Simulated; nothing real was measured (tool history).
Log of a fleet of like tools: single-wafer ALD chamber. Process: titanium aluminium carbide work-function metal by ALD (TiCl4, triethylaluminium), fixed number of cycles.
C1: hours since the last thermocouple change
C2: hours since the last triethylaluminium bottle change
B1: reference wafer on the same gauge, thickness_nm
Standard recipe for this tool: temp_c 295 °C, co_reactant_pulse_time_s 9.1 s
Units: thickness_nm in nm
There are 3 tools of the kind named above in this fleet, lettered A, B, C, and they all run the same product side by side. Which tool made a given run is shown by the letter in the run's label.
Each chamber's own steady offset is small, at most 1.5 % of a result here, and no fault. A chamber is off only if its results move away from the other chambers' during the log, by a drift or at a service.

run 1A day=0.342 | temp_c=295 co_reactant_pulse_time_s=9.1 | C1=1062.9 C2=646 | B1=1.8396 | thickness_nm=1.92
run 2B day=0.567 | temp_c=295 co_reactant_pulse_time_s=9.1 | C1=427.5 C2=147.1 | B1=1.8396 | thickness_nm=1.9397
run 3C day=0.9 | temp_c=295 co_reactant_pulse_time_s=9.1 | C1=2138.6 C2=1732.4 | B1=1.8385 | thickness_nm=1.9598
run 4A day=1.112 | temp_c=295 co_reactant_pulse_time_s=9.1 | C1=1081.4 C2=664.5 | B1=1.8395 | thickness_nm=1.9243
run 5C day=1.283 | temp_c=295 co_reactant_pulse_time_s=9.1 | C1=2147.8 C2=1741.6 | B1=1.8387 | thickness_nm=1.9594
run 6B day=1.646 | temp_c=295 co_reactant_pulse_time_s=9.1 | C1=453.4 C2=173 | B1=1.8381 | thickness_nm=1.9365
run 7A day=1.825 | temp_c=295 co_reactant_pulse_time_s=9.1 | C1=1098.5 C2=681.6 | B1=1.8387 | thickness_nm=1.9184
run 8B day=2.096 | temp_c=295 co_reactant_pulse_time_s=9.1 | C1=464.2 C2=183.8 | B1=1.8383 | thickness_nm=1.9389
-- day=2.242 chamber C: triethylaluminium bottle replaced
run 9C day=2.429 | temp_c=291 co_reactant_pulse_time_s=10.62 | C1=2175.3 C2=4.6 | B1=1.8376 | thickness_nm=1.9629
run 10C day=2.75 | temp_c=291 co_reactant_pulse_time_s=10.62 | C1=2183 C2=12.3 | B1=1.838 | thickness_nm=1.9571
run 11B day=3.038 | temp_c=291 co_reactant_pulse_time_s=10.62 | C1=486.8 C2=206.4 | B1=1.8376 | thickness_nm=1.9358
run 12A day=3.275 | temp_c=309 co_reactant_pulse_time_s=11.46 | C1=1133.3 C2=716.4 | B1=1.8373 | thickness_nm=2.0939
run 13C day=3.567 | temp_c=309 co_reactant_pulse_time_s=11.46 | C1=2202.6 C2=31.9 | B1=1.8378 | thickness_nm=2.1313
run 14A day=3.746 | temp_c=309 co_reactant_pulse_time_s=11.46 | C1=1144.6 C2=727.7 | B1=1.8365 | thickness_nm=2.0884
-- day=3.804 chamber C: thermocouple changed; heater temperature recalibrated
run 15B day=4.075 | temp_c=295 co_reactant_pulse_time_s=9.1 | C1=511.7 C2=231.3 | B1=1.8364 | thickness_nm=1.9364
run 16B day=4.346 | temp_c=295 co_reactant_pulse_time_s=9.1 | C1=518.2 C2=237.8 | B1=1.8362 | thickness_nm=1.936
run 17A day=4.604 | temp_c=295 co_reactant_pulse_time_s=9.1 | C1=1165.2 C2=748.3 | B1=1.8361 | thickness_nm=1.9185
run 18C day=4.954 | temp_c=295 co_reactant_pulse_time_s=9.1 | C1=27.7 C2=65.2 | B1=1.8357 | thickness_nm=1.9534
run 19B day=5.308 | temp_c=287 co_reactant_pulse_time_s=10.91 | C1=541.3 C2=260.9 | B1=1.8356 | thickness_nm=1.9029
run 20A day=5.592 | temp_c=287 co_reactant_pulse_time_s=10.91 | C1=1188.9 C2=772 | B1=1.8355 | thickness_nm=1.8868
run 21C day=5.871 | temp_c=287 co_reactant_pulse_time_s=10.91 | C1=49.7 C2=87.2 | B1=1.835 | thickness_nm=1.9235
run 22A day=6.171 | temp_c=280 co_reactant_pulse_time_s=7.72 | C1=1202.8 C2=785.9 | B1=1.8346 | thickness_nm=1.7356
run 23C day=6.458 | temp_c=280 co_reactant_pulse_time_s=7.72 | C1=63.8 C2=101.3 | B1=1.8345 | thickness_nm=1.768
run 24B day=6.658 | temp_c=280 co_reactant_pulse_time_s=7.72 | C1=573.7 C2=293.3 | B1=1.8343 | thickness_nm=1.7512
run 25C day=6.862 | temp_c=295 co_reactant_pulse_time_s=9.1 | C1=73.5 C2=111 | B1=1.8341 | thickness_nm=1.9528
-- day=6.983 chamber A: triethylaluminium bottle replaced
run 26B day=7.062 | temp_c=295 co_reactant_pulse_time_s=9.1 | C1=583.4 C2=303 | B1=1.8346 | thickness_nm=1.9287
run 27A day=7.358 | temp_c=295 co_reactant_pulse_time_s=9.1 | C1=1231.3 C2=9 | B1=1.8341 | thickness_nm=1.9143
run 28B day=7.608 | temp_c=295 co_reactant_pulse_time_s=9.1 | C1=596.5 C2=316.1 | B1=1.833 | thickness_nm=1.931
run 29A day=7.967 | temp_c=295 co_reactant_pulse_time_s=9.1 | C1=1245.9 C2=23.6 | B1=1.8334 | thickness_nm=1.9147
run 30C day=8.217 | temp_c=295 co_reactant_pulse_time_s=9.1 | C1=106 C2=143.5 | B1=1.8328 | thickness_nm=1.9485
run 31C day=8.454 | temp_c=295 co_reactant_pulse_time_s=9.1 | C1=111.7 C2=149.2 | B1=1.8325 | thickness_nm=1.951
run 32B day=8.679 | temp_c=295 co_reactant_pulse_time_s=9.1 | C1=622.2 C2=341.8 | B1=1.832 | thickness_nm=1.9309
run 33A day=8.888 | temp_c=295 co_reactant_pulse_time_s=9.1 | C1=1268 C2=45.7 | B1=1.8322 | thickness_nm=1.9138
run 34A day=9.129 | temp_c=295 co_reactant_pulse_time_s=9.1 | C1=1273.8 C2=51.5 | B1=1.8319 | thickness_nm=1.9102
run 35B day=9.421 | temp_c=295 co_reactant_pulse_time_s=9.1 | C1=640 C2=359.6 | B1=1.8315 | thickness_nm=1.9321
run 36C day=9.671 | temp_c=307 co_reactant_pulse_time_s=7.18 | C1=140.9 C2=178.4 | B1=1.8318 | thickness_nm=1.9639
run 37A day=9.958 | temp_c=307 co_reactant_pulse_time_s=7.18 | C1=1293.7 C2=71.4 | B1=1.8318 | thickness_nm=1.9275
run 38C day=10.196 | temp_c=307 co_reactant_pulse_time_s=7.18 | C1=153.5 C2=191 | B1=1.8318 | thickness_nm=1.9602
run 39B day=10.358 | temp_c=307 co_reactant_pulse_time_s=11.47 | C1=662.5 C2=382.1 | B1=1.8314 | thickness_nm=2.0857

Predict what each chamber gives when all 3 of them run the settings below next.
run 40A day=10.617 | temp_c=282 co_reactant_pulse_time_s=9.1 | thickness_nm=?
run 40B day=10.617 | temp_c=282 co_reactant_pulse_time_s=9.1 | thickness_nm=?
run 40C day=10.617 | temp_c=282 co_reactant_pulse_time_s=9.1 | thickness_nm=?

run=40A thickness_nm=1.8048
run=40B thickness_nm=1.8196
run=40C thickness_nm=1.8398

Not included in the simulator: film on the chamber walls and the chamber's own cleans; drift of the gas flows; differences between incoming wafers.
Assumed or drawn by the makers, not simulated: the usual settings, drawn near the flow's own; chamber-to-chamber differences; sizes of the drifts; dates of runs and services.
